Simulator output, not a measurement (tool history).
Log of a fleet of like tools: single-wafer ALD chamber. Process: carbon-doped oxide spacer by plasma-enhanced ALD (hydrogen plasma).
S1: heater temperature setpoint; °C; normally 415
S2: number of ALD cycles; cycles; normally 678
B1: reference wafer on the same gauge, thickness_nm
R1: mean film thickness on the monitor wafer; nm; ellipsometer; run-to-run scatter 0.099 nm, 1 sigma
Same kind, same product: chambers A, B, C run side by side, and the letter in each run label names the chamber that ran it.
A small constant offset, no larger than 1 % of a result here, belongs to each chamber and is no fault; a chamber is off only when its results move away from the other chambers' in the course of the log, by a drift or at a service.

-- hour=1.9 chamber B: thermocouple changed; heater temperature recalibrated
run 1C hour=6.3 | S1=415 S2=678 | B1=27.322 | R1=32.588
run 2B hour=11.6 | S1=415 S2=678 | B1=27.293 | R1=32.363
run 3A hour=19.1 | S1=415 S2=678 | B1=27.327 | R1=32.454
run 4B hour=22.8 | S1=415 S2=678 | B1=27.291 | R1=32.5
run 5A hour=30.5 | S1=415 S2=678 | B1=27.301 | R1=32.75
run 6C hour=34.4 | S1=415 S2=678 | B1=27.302 | R1=32.456
run 7A hour=38.9 | S1=415 S2=678 | B1=27.296 | R1=32.464
run 8B hour=47.2 | S1=415 S2=678 | B1=27.323 | R1=32.29
run 9C hour=54.2 | S1=415 S2=678 | B1=27.302 | R1=32.55
run 10A hour=62.5 | S1=408 S2=678 | B1=27.285 | R1=33.334
run 11B hour=67.2 | S1=408 S2=678 | B1=27.284 | R1=33.304
run 12C hour=75 | S1=408 S2=678 | B1=27.293 | R1=33.226
run 13B hour=80 | S1=415 S2=678 | B1=27.313 | R1=32.354
run 14C hour=85.6 | S1=415 S2=678 | B1=27.302 | R1=32.432
run 15A hour=93.7 | S1=415 S2=678 | B1=27.291 | R1=32.65
run 16C hour=99.8 | S1=420 S2=585 | B1=27.294 | R1=27.539
run 17A hour=107.7 | S1=420 S2=585 | B1=27.314 | R1=27.744
run 18B hour=114.4 | S1=420 S2=585 | B1=27.299 | R1=27.512
run 19C hour=119.1 | S1=415 S2=678 | B1=27.311 | R1=32.485
run 20B hour=126 | S1=415 S2=678 | B1=27.302 | R1=32.44
run 21A hour=130 | S1=415 S2=678 | B1=27.299 | R1=32.419
run 22A hour=134.4 | S1=415 S2=678 | B1=27.301 | R1=32.596
run 23B hour=140.4 | S1=408 S2=678 | B1=27.312 | R1=33.139
run 24C hour=148.4 | S1=408 S2=678 | B1=27.281 | R1=33.049
run 25A hour=156.7 | S1=408 S2=678 | B1=27.304 | R1=33.456
run 26C hour=162.5 | S1=415 S2=678 | B1=27.29 | R1=32.355
run 27B hour=167.2 | S1=415 S2=678 | B1=27.278 | R1=32.266
run 28C hour=175.4 | S1=415 S2=678 | B1=27.309 | R1=32.386
run 29A hour=183.7 | S1=404 S2=738 | B1=27.294 | R1=36.683
run 30B hour=189 | S1=404 S2=738 | B1=27.304 | R1=36.497
run 31B hour=194.1 | S1=404 S2=738 | B1=27.29 | R1=36.429
run 32A hour=200.9 | S1=415 S2=678 | B1=27.296 | R1=32.521
run 33C hour=205.6 | S1=428 S2=565 | B1=27.3 | R1=26.032

Read the log: is a single chamber off, either drifting away or since a service, is the gauge that measures every chamber drifting, or is nothing wrong beyond small per-chamber offsets? Name any odd chamber and what most likely caused it.

All chambers stay in line apart from their small fixed offsets, and the gauge does not drift.
